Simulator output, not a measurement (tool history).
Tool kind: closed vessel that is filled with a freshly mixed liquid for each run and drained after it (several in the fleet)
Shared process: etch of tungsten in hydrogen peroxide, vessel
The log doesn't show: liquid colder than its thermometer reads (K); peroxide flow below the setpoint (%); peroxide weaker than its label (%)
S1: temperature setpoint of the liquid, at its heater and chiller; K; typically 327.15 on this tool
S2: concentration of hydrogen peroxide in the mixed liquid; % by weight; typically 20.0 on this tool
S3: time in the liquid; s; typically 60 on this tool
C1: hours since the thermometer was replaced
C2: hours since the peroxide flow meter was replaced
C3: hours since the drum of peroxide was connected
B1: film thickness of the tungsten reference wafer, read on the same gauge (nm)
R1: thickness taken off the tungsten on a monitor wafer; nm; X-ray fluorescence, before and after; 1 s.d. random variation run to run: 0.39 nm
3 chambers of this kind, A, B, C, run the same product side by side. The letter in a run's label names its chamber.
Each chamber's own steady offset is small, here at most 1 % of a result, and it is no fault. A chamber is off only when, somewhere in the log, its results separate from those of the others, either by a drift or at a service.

| run | hour | S1 | S2 | S3 | C1 | C2 | C3 | B1 | R1 |
|---|---|---|---|---|---|---|---|---|---|
| 1B | 9.9 | 327.15 | 20.0 | 60 | 615.6 | 406.0 | 503.4 | 120.01 | 118.380 |
|  | 14.9 | chamber B: new drum of peroxide connected |
| 2C | 21.8 | 327.15 | 20.0 | 60 | 642.8 | 1222.4 | 312.8 | 119.99 | 119.520 |
| 3A | 28.7 | 327.15 | 20.0 | 60 | 2296.2 | 296.6 | 213.6 | 120.00 | 118.070 |
| 4B | 34.8 | 327.15 | 20.0 | 60 | 640.5 | 430.9 | 19.9 | 120.00 | 119.590 |
| 5C | 44.7 | 327.15 | 20.0 | 60 | 665.7 | 1245.3 | 335.7 | 119.98 | 118.970 |
| 6A | 53.0 | 327.15 | 20.0 | 60 | 2320.5 | 320.9 | 237.9 | 119.98 | 117.070 |
| 7A | 63.8 | 327.15 | 20.0 | 60 | 2331.3 | 331.7 | 248.7 | 119.99 | 117.620 |
| 8B | 75.0 | 327.15 | 20.0 | 60 | 680.7 | 471.1 | 60.1 | 119.99 | 118.890 |
| 9C | 80.6 | 327.15 | 20.0 | 60 | 701.6 | 1281.2 | 371.6 | 119.99 | 119.730 |
|  | 84.5 | chamber A: thermometer replaced |
| 10C | 91.0 | 327.15 | 20.0 | 60 | 712.0 | 1291.6 | 382.0 | 120.00 | 119.460 |
| 11B | 101.9 | 327.15 | 20.0 | 60 | 707.6 | 498.0 | 87.0 | 119.99 | 118.980 |
| 12A | 111.0 | 327.15 | 20.0 | 60 | 26.6 | 378.9 | 295.9 | 120.01 | 118.240 |
|  | 112.0 | chamber C: new drum of peroxide connected |
| 13B | 122.2 | 327.15 | 20.0 | 60 | 727.9 | 518.3 | 107.3 | 119.98 | 118.140 |
| 14C | 133.2 | 327.15 | 20.0 | 60 | 754.2 | 1333.8 | 21.2 | 119.98 | 119.340 |
| 15A | 139.2 | 327.15 | 20.0 | 60 | 54.8 | 407.1 | 324.1 | 119.99 | 116.990 |
| 16B | 150.8 | 327.15 | 20.0 | 60 | 756.5 | 546.9 | 135.9 | 120.00 | 118.810 |
| 17A | 162.5 | 327.15 | 20.0 | 60 | 78.1 | 430.4 | 347.4 | 120.01 | 117.900 |
| 18C | 173.0 | 327.15 | 20.0 | 60 | 794.0 | 1373.6 | 61.0 | 119.98 | 120.130 |
| 19B | 179.6 | 327.15 | 20.0 | 60 | 785.3 | 575.7 | 164.7 | 120.01 | 118.800 |
| 20A | 190.0 | 327.15 | 20.0 | 60 | 105.6 | 457.9 | 374.9 | 119.99 | 117.470 |
| 21C | 199.5 | 327.15 | 20.0 | 60 | 820.5 | 1400.1 | 87.5 | 120.01 | 119.610 |
| 22B | 208.7 | 327.15 | 20.0 | 60 | 814.4 | 604.8 | 193.8 | 120.01 | 118.370 |
| 23C | 219.5 | 327.15 | 20.0 | 60 | 840.5 | 1420.1 | 107.5 | 120.00 | 119.270 |
| 24A | 229.9 | 327.15 | 20.0 | 60 | 145.5 | 497.8 | 414.8 | 120.00 | 118.540 |
| 25B | 241.1 | 327.15 | 20.0 | 60 | 846.8 | 637.2 | 226.2 | 119.99 | 118.970 |
| 26A | 253.0 | 327.15 | 20.0 | 60 | 168.6 | 520.9 | 437.9 | 119.97 | 117.320 |
| 27C | 259.2 | 327.15 | 20.0 | 60 | 880.2 | 1459.8 | 147.2 | 120.01 | 118.880 |
| 28A | 267.6 | 327.15 | 20.0 | 60 | 183.2 | 535.5 | 452.5 | 120.00 | 117.220 |
| 29B | 279.0 | 327.15 | 15.5 | 50 | 884.7 | 675.1 | 264.1 | 120.00 | 86.822 |
| 30C | 284.7 | 327.15 | 15.5 | 50 | 905.7 | 1485.3 | 172.7 | 119.99 | 87.473 |
| 31B | 292.3 | 327.15 | 15.5 | 50 | 898.0 | 688.4 | 277.4 | 120.01 | 86.864 |
| 32C | 303.2 | 327.15 | 20.0 | 60 | 924.2 | 1503.8 | 191.2 | 120.02 | 118.870 |
| 33A | 313.9 | 327.15 | 20.0 | 90 | 229.5 | 581.8 | 498.8 | 120.01 | 176.530 |
| 34A | 325.5 | 327.15 | 20.0 | 90 | 241.1 | 593.4 | 510.4 | 120.00 | 177.070 |
| 35C | 334.5 | 327.15 | 20.0 | 90 | 955.5 | 1535.1 | 222.5 | 120.01 | 179.620 |
| 36B | 340.2 | 327.15 | 20.0 | 60 | 945.9 | 736.3 | 325.3 | 119.98 | 118.380 |
| 37A | 345.6 | 327.15 | 20.0 | 60 | 261.2 | 613.5 | 530.5 | 120.01 | 117.130 |
| 38C | 354.7 | 327.15 | 20.0 | 60 | 975.7 | 1555.3 | 242.7 | 120.01 | 119.590 |
| 39B | 366.7 | 327.15 | 20.0 | 60 | 972.4 | 762.8 | 351.8 | 119.99 | 118.470 |
| 40B | 372.1 | 327.15 | 20.0 | 60 | 977.8 | 768.2 | 357.2 | 119.99 | 118.060 |

For the next run the whole fleet of 3 chambers uses the same settings. Give each chamber's results:
| 41A | 380.9 | 327.15 | 20.0 | 60 |  |  |  |  | ? |
| 41B | 380.9 | 327.15 | 20.0 | 60 |  |  |  |  | ? |
| 41C | 380.9 | 327.15 | 20.0 | 60 |  |  |  |  | ? |

| run | R1 |
|---|---|
| 41A | 117.420 |
| 41B | 118.720 |
| 41C | 118.750 |

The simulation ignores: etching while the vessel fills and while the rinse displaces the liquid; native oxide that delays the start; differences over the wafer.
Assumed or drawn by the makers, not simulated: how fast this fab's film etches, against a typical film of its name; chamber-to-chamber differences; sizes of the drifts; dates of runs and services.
